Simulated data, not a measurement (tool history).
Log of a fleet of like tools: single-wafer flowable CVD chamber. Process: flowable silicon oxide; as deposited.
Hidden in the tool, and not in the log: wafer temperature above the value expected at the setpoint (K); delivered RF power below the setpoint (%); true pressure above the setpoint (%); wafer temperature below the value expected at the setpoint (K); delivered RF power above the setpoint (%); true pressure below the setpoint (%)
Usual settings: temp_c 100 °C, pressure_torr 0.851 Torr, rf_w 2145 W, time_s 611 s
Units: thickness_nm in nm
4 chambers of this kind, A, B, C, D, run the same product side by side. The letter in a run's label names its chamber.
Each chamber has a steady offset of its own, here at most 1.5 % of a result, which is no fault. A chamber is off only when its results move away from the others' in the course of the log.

run,day,temp_c,pressure_torr,rf_w,time_s,hours since the last thermocouple change,hours since the last RF generator calibration,hours since the last manometer calibration,"read-back reference wafer on the same gauge, thickness_nm",thickness_nm
1D,0.442,100,0.851,2145,611,1161.2,2092.9,446.0,346.98,404.72
2B,0.717,100,0.851,2145,611,2082.9,872.9,139.0,346.98,415.16
3C,1.296,100,0.851,2145,611,812.6,478.1,1511.0,347.09,403.48
4A,1.567,100,0.851,2145,611,501.4,1484.4,212.8,347.03,407.73
5A,1.846,100,1.013,2145,664,508.1,1491.1,219.5,347.07,548.68
6C,2.217,100,1.013,2145,664,834.7,500.2,1533.1,346.80,547.76
7D,2.612,100,1.013,2145,664,1213.3,2145.0,498.1,347.18,545.37
8B,3.004,100,1.013,2145,664,2137.8,927.8,193.9,347.12,552.16
9A,3.304,100,0.851,2145,611,543.1,1526.1,254.5,346.96,407.79
10C,3.662,100,0.851,2145,611,869.4,534.9,1567.8,346.93,407.72
# day 3.904: chamber D: RF generator calibrated
11D,4.104,100,0.851,2145,611,1249.1,4.8,533.9,347.19,403.71
12B,4.617,100,0.851,2145,611,2176.5,966.5,232.6,346.95,415.93
13A,4.896,100,0.851,2145,611,581.3,1564.3,292.7,346.98,405.71
14C,5.154,100,0.851,2145,611,905.2,570.7,1603.6,347.17,403.62
15D,5.567,113,0.851,2145,723,1284.2,39.9,569.0,347.39,310.08
16B,6.150,113,0.851,2145,723,2213.3,1003.3,269.4,347.02,325.11
17B,6.596,113,0.851,2145,723,2224.0,1014.0,280.1,347.00,325.61
18D,6.925,113,0.851,2145,723,1316.8,72.5,601.6,347.13,310.05
19A,7.254,100,0.851,2145,611,637.9,1620.9,349.3,347.12,405.54
20C,7.583,100,0.851,2145,611,963.5,629.0,1661.9,346.88,406.09
21D,8.071,100,0.851,2520,611,1344.3,100.0,629.1,347.11,415.71
22B,8.525,100,0.851,2520,611,2270.3,1060.3,326.4,347.22,435.82
23A,8.821,100,0.851,2520,611,675.5,1658.5,386.9,346.85,416.54
24C,9.212,100,0.851,2520,611,1002.6,668.1,1701.0,346.85,414.77
25B,9.483,100,0.851,2145,611,2293.3,1083.3,349.4,346.73,424.93
26D,9.883,100,1.027,2145,611,1387.8,143.5,672.6,347.03,515.42

Next, every chamber runs the same settings. What will each give?
27A,10.296,100,0.851,2145,611,,,,,?
27B,10.296,100,0.851,2145,611,,,,,?
27C,10.296,100,0.851,2145,611,,,,,?
27D,10.296,100,0.851,2145,611,,,,,?

run,thickness_nm
27A,406.32
27B,427.05
27C,405.52
27D,404.16
